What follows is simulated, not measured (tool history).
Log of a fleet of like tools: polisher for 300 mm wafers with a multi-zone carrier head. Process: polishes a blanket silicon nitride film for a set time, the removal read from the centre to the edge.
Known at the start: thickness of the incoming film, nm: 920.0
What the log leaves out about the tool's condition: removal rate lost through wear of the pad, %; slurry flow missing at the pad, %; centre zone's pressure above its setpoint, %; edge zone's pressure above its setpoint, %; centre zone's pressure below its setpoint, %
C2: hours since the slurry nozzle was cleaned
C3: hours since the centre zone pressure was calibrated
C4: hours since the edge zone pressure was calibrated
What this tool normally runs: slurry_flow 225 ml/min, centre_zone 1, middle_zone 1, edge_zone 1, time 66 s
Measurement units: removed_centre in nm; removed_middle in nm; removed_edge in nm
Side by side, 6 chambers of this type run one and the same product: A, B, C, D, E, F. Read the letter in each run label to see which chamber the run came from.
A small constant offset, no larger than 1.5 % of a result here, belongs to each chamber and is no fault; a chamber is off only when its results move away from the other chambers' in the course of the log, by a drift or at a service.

{"day": 0.125, "done": "chamber D: worn pad replaced by a new one"}
{"day": 0.212, "done": "chamber A: worn pad replaced by a new one"}
{"run": "1C", "day": 0.288, "slurry_flow": 225, "centre_zone": 1, "middle_zone": 1, "edge_zone": 1, "time": 66, "wafers polished on this pad": 347, "C2": 36.7, "C3": 1001.1, "C4": 79, "removed_centre": 128.52, "removed_middle": 126.71, "removed_edge": 125.55}
{"run": "2F", "day": 0.596, "slurry_flow": 225, "centre_zone": 1, "middle_zone": 1, "edge_zone": 1, "time": 66, "wafers polished on this pad": 586, "C2": 118.4, "C3": 697.6, "C4": 261.7, "removed_centre": 128.02, "removed_middle": 125.56, "removed_edge": 127.01}
{"day": 0.729, "done": "chamber B: worn pad replaced by a new one"}
{"run": "3B", "day": 0.838, "slurry_flow": 225, "centre_zone": 1, "middle_zone": 1, "edge_zone": 1, "time": 66, "wafers polished on this pad": 37, "C2": 168.8, "C3": 1263.5, "C4": 852.2, "removed_centre": 130.27, "removed_middle": 127.62, "removed_edge": 126.23}
{"run": "4E", "day": 1.029, "slurry_flow": 225, "centre_zone": 1, "middle_zone": 1, "edge_zone": 1, "time": 66, "wafers polished on this pad": 946, "C2": 475.2, "C3": 626.2, "C4": 216.2, "removed_centre": 126.56, "removed_middle": 127.99, "removed_edge": 130.48}
{"run": "5A", "day": 1.171, "slurry_flow": 225, "centre_zone": 1, "middle_zone": 1, "edge_zone": 1, "time": 66, "wafers polished on this pad": 318, "C2": 103.2, "C3": 152.2, "C4": 862.7, "removed_centre": 127.85, "removed_middle": 125.68, "removed_edge": 129.12}
{"day": 1.442, "done": "chamber F: worn pad replaced by a new one"}
{"run": "6D", "day": 1.462, "slurry_flow": 225, "centre_zone": 1, "middle_zone": 1, "edge_zone": 1, "time": 66, "wafers polished on this pad": 445, "C2": 44.5, "C3": 437.4, "C4": 385.7, "removed_centre": 125.1, "removed_middle": 126.76, "removed_edge": 129.35}
{"day": 1.467, "done": "chamber E: worn pad replaced by a new one"}
{"run": "7F", "day": 1.683, "slurry_flow": 225, "centre_zone": 0.96, "middle_zone": 1, "edge_zone": 0.94, "time": 66, "wafers polished on this pad": 80, "C2": 144.5, "C3": 723.7, "C4": 287.8, "removed_centre": 123.52, "removed_middle": 128.03, "removed_edge": 125}
{"day": 1.696, "done": "chamber C: worn pad replaced by a new one"}
{"day": 1.708, "done": "chamber D: centre zone pressure recalibrated"}
{"run": "8B", "day": 1.883, "slurry_flow": 225, "centre_zone": 0.96, "middle_zone": 1, "edge_zone": 0.94, "time": 66, "wafers polished on this pad": 385, "C2": 193.9, "C3": 1288.6, "C4": 877.3, "removed_centre": 120.75, "removed_middle": 127.35, "removed_edge": 124.77}
{"day": 1.896, "done": "chamber D: worn pad replaced by a new one"}
{"run": "9E", "day": 2.154, "slurry_flow": 225, "centre_zone": 0.96, "middle_zone": 1, "edge_zone": 0.94, "time": 66, "wafers polished on this pad": 230, "C2": 502.2, "C3": 653.2, "C4": 243.2, "removed_centre": 124.39, "removed_middle": 128.88, "removed_edge": 125.4}
{"day": 2.317, "done": "chamber B: worn pad replaced by a new one"}
{"run": "10C", "day": 2.412, "slurry_flow": 225, "centre_zone": 0.96, "middle_zone": 1, "edge_zone": 0.94, "time": 66, "wafers polished on this pad": 239, "C2": 87.7, "C3": 1052.1, "C4": 130, "removed_centre": 120.93, "removed_middle": 127.61, "removed_edge": 122.27}
{"run": "11A", "day": 2.65, "slurry_flow": 225, "centre_zone": 0.96, "middle_zone": 1, "edge_zone": 0.94, "time": 66, "wafers polished on this pad": 810, "C2": 138.7, "C3": 187.7, "C4": 898.2, "removed_centre": 119.4, "removed_middle": 127.24, "removed_edge": 123.14}
{"run": "12D", "day": 2.833, "slurry_flow": 225, "centre_zone": 0.96, "middle_zone": 1, "edge_zone": 0.94, "time": 66, "wafers polished on this pad": 313, "C2": 77.4, "C3": 27.1, "C4": 418.6, "removed_centre": 121.74, "removed_middle": 127.25, "removed_edge": 122.89}
{"run": "13D", "day": 3.092, "slurry_flow": 225, "centre_zone": 1, "middle_zone": 1, "edge_zone": 1, "time": 66, "wafers polished on this pad": 398, "C2": 83.6, "C3": 33.3, "C4": 424.8, "removed_centre": 125.92, "removed_middle": 128.07, "removed_edge": 127.33}
{"run": "14A", "day": 3.371, "slurry_flow": 225, "centre_zone": 1, "middle_zone": 1, "edge_zone": 1, "time": 66, "wafers polished on this pad": 1050, "C2": 156, "C3": 205, "C4": 915.5, "removed_centre": 129.33, "removed_middle": 127.72, "removed_edge": 127.34}
{"day": 3.471, "done": "chamber A: edge zone pressure recalibrated"}
{"run": "15C", "day": 3.521, "slurry_flow": 225, "centre_zone": 1.05, "middle_zone": 1, "edge_zone": 1.06, "time": 66, "wafers polished on this pad": 607, "C2": 114.3, "C3": 1078.7, "C4": 156.6, "removed_centre": 131.66, "removed_middle": 127.31, "removed_edge": 127.22}
{"day": 3.746, "done": "chamber D: worn pad replaced by a new one"}
{"run": "16E", "day": 3.838, "slurry_flow": 225, "centre_zone": 1.05, "middle_zone": 1, "edge_zone": 1.06, "time": 66, "wafers polished on this pad": 789, "C2": 542.6, "C3": 693.6, "C4": 283.6, "removed_centre": 137.09, "removed_middle": 127.21, "removed_edge": 135.25}
{"day": 3.971, "done": "chamber B: worn pad replaced by a new one"}
{"run": "17B", "day": 4.062, "slurry_flow": 225, "centre_zone": 1.05, "middle_zone": 1, "edge_zone": 1.06, "time": 66, "wafers polished on this pad": 31, "C2": 246.2, "C3": 1340.9, "C4": 929.6, "removed_centre": 136.21, "removed_middle": 127.48, "removed_edge": 131.52}
{"day": 4.112, "done": "chamber A: worn pad replaced by a new one"}
{"day": 4.2, "done": "chamber F: worn pad replaced by a new one"}
{"run": "18F", "day": 4.367, "slurry_flow": 225, "centre_zone": 1.05, "middle_zone": 1, "edge_zone": 1.06, "time": 66, "wafers polished on this pad": 55, "C2": 208.9, "C3": 788.1, "C4": 352.2, "removed_centre": 135.62, "removed_middle": 126.39, "removed_edge": 131.54}
{"day": 4.562, "done": "chamber C: worn pad replaced by a new one"}
{"run": "19B", "day": 4.621, "slurry_flow": 225, "centre_zone": 1.05, "middle_zone": 1, "edge_zone": 1.06, "time": 66, "wafers polished on this pad": 216, "C2": 259.6, "C3": 1354.3, "C4": 943, "removed_centre": 130.92, "removed_middle": 127.45, "removed_edge": 131.14}
{"day": 4.638, "done": "chamber E: worn pad replaced by a new one"}
{"day": 4.808, "done": "chamber B: centre zone pressure recalibrated"}
{"run": "20D", "day": 4.846, "slurry_flow": 225, "centre_zone": 1.05, "middle_zone": 1, "edge_zone": 1.06, "time": 66, "wafers polished on this pad": 366, "C2": 125.7, "C3": 75.4, "C4": 466.9, "removed_centre": 134.43, "removed_middle": 127.63, "removed_edge": 132.8}
{"run": "21E", "day": 5.158, "slurry_flow": 225, "centre_zone": 1, "middle_zone": 1, "edge_zone": 1, "time": 66, "wafers polished on this pad": 174, "C2": 574.3, "C3": 725.3, "C4": 315.3, "removed_centre": 129.32, "removed_middle": 128.88, "removed_edge": 128.43}
{"run": "22A", "day": 5.35, "slurry_flow": 225, "centre_zone": 1, "middle_zone": 1, "edge_zone": 1.06, "time": 88, "wafers polished on this pad": 412, "C2": 203.5, "C3": 252.5, "C4": 45.2, "removed_centre": 168.22, "removed_middle": 168.76, "removed_edge": 176.93}
{"day": 5.421, "done": "chamber D: worn pad replaced by a new one"}
{"day": 5.608, "done": "chamber B: worn pad replaced by a new one"}
{"run": "23C", "day": 5.638, "slurry_flow": 225, "centre_zone": 1, "middle_zone": 1, "edge_zone": 1.06, "time": 88, "wafers polished on this pad": 358, "C2": 165.1, "C3": 1129.5, "C4": 207.4, "removed_centre": 170.9, "removed_middle": 168.38, "removed_edge": 173.23}
{"day": 5.7, "done": "chamber B: slurry nozzle cleaned"}
{"run": "24F", "day": 5.938, "slurry_flow": 225, "centre_zone": 1, "middle_zone": 1, "edge_zone": 1.06, "time": 88, "wafers polished on this pad": 578, "C2": 246.6, "C3": 825.8, "C4": 389.9, "removed_centre": 172.84, "removed_middle": 169.04, "removed_edge": 173.64}
{"run": "25E", "day": 6.129, "slurry_flow": 225, "centre_zone": 1, "middle_zone": 1, "edge_zone": 1.06, "time": 88, "wafers polished on this pad": 497, "C2": 597.6, "C3": 748.6, "C4": 338.6, "removed_centre": 172.14, "removed_middle": 170.89, "removed_edge": 175.79}
{"run": "26D", "day": 6.325, "slurry_flow": 225, "centre_zone": 1, "middle_zone": 1, "edge_zone": 1.06, "time": 88, "wafers polished on this pad": 301, "C2": 161.2, "C3": 110.9, "C4": 502.4, "removed_centre": 172.93, "removed_middle": 170.31, "removed_edge": 176.68}
{"run": "27F", "day": 6.512, "slurry_flow": 225, "centre_zone": 1, "middle_zone": 1, "edge_zone": 1.06, "time": 88, "wafers polished on this pad": 769, "C2": 260.4, "C3": 839.6, "C4": 403.7, "removed_centre": 170.56, "removed_middle": 168.43, "removed_edge": 178.51}
{"run": "28B", "day": 6.696, "slurry_flow": 225, "centre_zone": 1, "middle_zone": 1, "edge_zone": 0.89, "time": 66, "wafers polished on this pad": 362, "C2": 24, "C3": 45.3, "C4": 992.8, "removed_centre": 108.91, "removed_middle": 128.82, "removed_edge": 121.39}
{"run": "29A", "day": 6.858, "slurry_flow": 225, "centre_zone": 1, "middle_zone": 1, "edge_zone": 0.89, "time": 66, "wafers polished on this pad": 914, "C2": 239.7, "C3": 288.7, "C4": 81.4, "removed_centre": 130.9, "removed_middle": 126.59, "removed_edge": 118.25}
{"day": 7.025, "done": "chamber C: worn pad replaced by a new one"}
{"run": "30C", "day": 7.025, "slurry_flow": 225, "centre_zone": 1, "middle_zone": 1, "edge_zone": 0.89, "time": 66, "wafers polished on this pad": 1, "C2": 198.4, "C3": 1162.8, "C4": 240.7, "removed_centre": 126.85, "removed_middle": 128.12, "removed_edge": 117.72}
{"day": 7.142, "done": "chamber B: worn pad replaced by a new one"}
{"run": "31E", "day": 7.271, "slurry_flow": 225, "centre_zone": 1, "middle_zone": 1, "edge_zone": 0.89, "time": 66, "wafers polished on this pad": 876, "C2": 625, "C3": 776, "C4": 366, "removed_centre": 126.52, "removed_middle": 129.53, "removed_edge": 123.41}
{"day": 7.304, "done": "chamber F: worn pad replaced by a new one"}
{"day": 7.321, "done": "chamber D: worn pad replaced by a new one"}
{"run": "32C", "day": 7.558, "slurry_flow": 225, "centre_zone": 1, "middle_zone": 1, "edge_zone": 0.89, "time": 66, "wafers polished on this pad": 178, "C2": 211.2, "C3": 1175.6, "C4": 253.5, "removed_centre": 128.76, "removed_middle": 127.48, "removed_edge": 117.63}
{"run": "33D", "day": 7.725, "slurry_flow": 225, "centre_zone": 1, "middle_zone": 1, "edge_zone": 0.89, "time": 66, "wafers polished on this pad": 134, "C2": 194.8, "C3": 144.5, "C4": 536, "removed_centre": 127.93, "removed_middle": 126.3, "removed_edge": 120.36}
{"run": "34B", "day": 7.95, "slurry_flow": 225, "centre_zone": 1, "middle_zone": 1, "edge_zone": 1, "time": 66, "wafers polished on this pad": 268, "C2": 54.1, "C3": 75.4, "C4": 1022.9, "removed_centre": 114.37, "removed_middle": 127.38, "removed_edge": 125.98}
{"day": 7.954, "done": "chamber A: worn pad replaced by a new one"}
{"run": "35F", "day": 8.188, "slurry_flow": 225, "centre_zone": 1, "middle_zone": 1, "edge_zone": 1, "time": 66, "wafers polished on this pad": 294, "C2": 300.6, "C3": 879.8, "C4": 443.9, "removed_centre": 128.69, "removed_middle": 126.5, "removed_edge": 128.34}
{"run": "36A", "day": 8.483, "slurry_flow": 225, "centre_zone": 1, "middle_zone": 1, "edge_zone": 1, "time": 66, "wafers polished on this pad": 176, "C2": 278.7, "C3": 327.7, "C4": 120.4, "removed_centre": 127.67, "removed_middle": 127.26, "removed_edge": 127.66}
{"run": "37A", "day": 8.779, "slurry_flow": 225, "centre_zone": 1, "middle_zone": 1, "edge_zone": 1, "time": 66, "wafers polished on this pad": 274, "C2": 285.8, "C3": 334.8, "C4": 127.5, "removed_centre": 126.7, "removed_middle": 126.66, "removed_edge": 128.49}
{"run": "38B", "day": 8.925, "slurry_flow": 225, "centre_zone": 1, "middle_zone": 1, "edge_zone": 1, "time": 66, "wafers polished on this pad": 593, "C2": 77.5, "C3": 98.8, "C4": 1046.3, "removed_centre": 111.5, "removed_middle": 127, "removed_edge": 126.66}

Decide between three cases: one chamber stands off from its peers, the gauge reading all wafers drifts, or nothing is wrong past each chamber's small offset. Where a chamber is off, say which and what most likely put it there.

A service on chamber B put it out of line with the rest.
What lies behind it: centre zone's pressure below its setpoint, % = 11.6.

Below are 4 candidate recipes for chamber B's next run, each the usual settings with a change, their results shown as question marks. Which of them brings B's results back in line with what the other chambers give on the usual settings?
Counts as in line when no further than this from what the other chambers average on the usual settings: removed_centre 6.5 nm; removed_middle 2.7 nm; removed_edge 4.3 nm
{"run": "39B-1", "day": 9.158, "slurry_flow": 215, "centre_zone": 0.83, "middle_zone": 1.04, "edge_zone": 1.05, "time": 64, "removed_centre": "?", "removed_middle": "?", "removed_edge": "?"}
{"run": "39B-2", "day": 9.158, "slurry_flow": 230, "centre_zone": 1.11, "middle_zone": 0.97, "edge_zone": 0.97, "time": 67, "removed_centre": "?", "removed_middle": "?", "removed_edge": "?"}
{"run": "39B-3", "day": 9.158, "slurry_flow": 220, "centre_zone": 0.89, "middle_zone": 1.03, "edge_zone": 1.03, "time": 65, "removed_centre": "?", "removed_middle": "?", "removed_edge": "?"}
{"run": "39B-4", "day": 9.158, "slurry_flow": 240, "centre_zone": 1.17, "middle_zone": 0.94, "edge_zone": 0.92, "time": 69, "removed_centre": "?", "removed_middle": "?", "removed_edge": "?"}

On the usual settings, the other chambers give on average: removed_centre 127.23 nm; removed_middle 127.16 nm; removed_edge 127.56 nm
run=39B-1 removed_centre=85.75 removed_middle=127.4 removed_edge=125.95
run=39B-2 removed_centre=125.54 removed_middle=126.06 removed_edge=127.42
run=39B-3 removed_centre=94.6 removed_middle=128.61 removed_edge=126.92
run=39B-4 removed_centre=137.77 removed_middle=126.8 removed_edge=128.28
39B-2 puts the chamber back in line with the other chambers.

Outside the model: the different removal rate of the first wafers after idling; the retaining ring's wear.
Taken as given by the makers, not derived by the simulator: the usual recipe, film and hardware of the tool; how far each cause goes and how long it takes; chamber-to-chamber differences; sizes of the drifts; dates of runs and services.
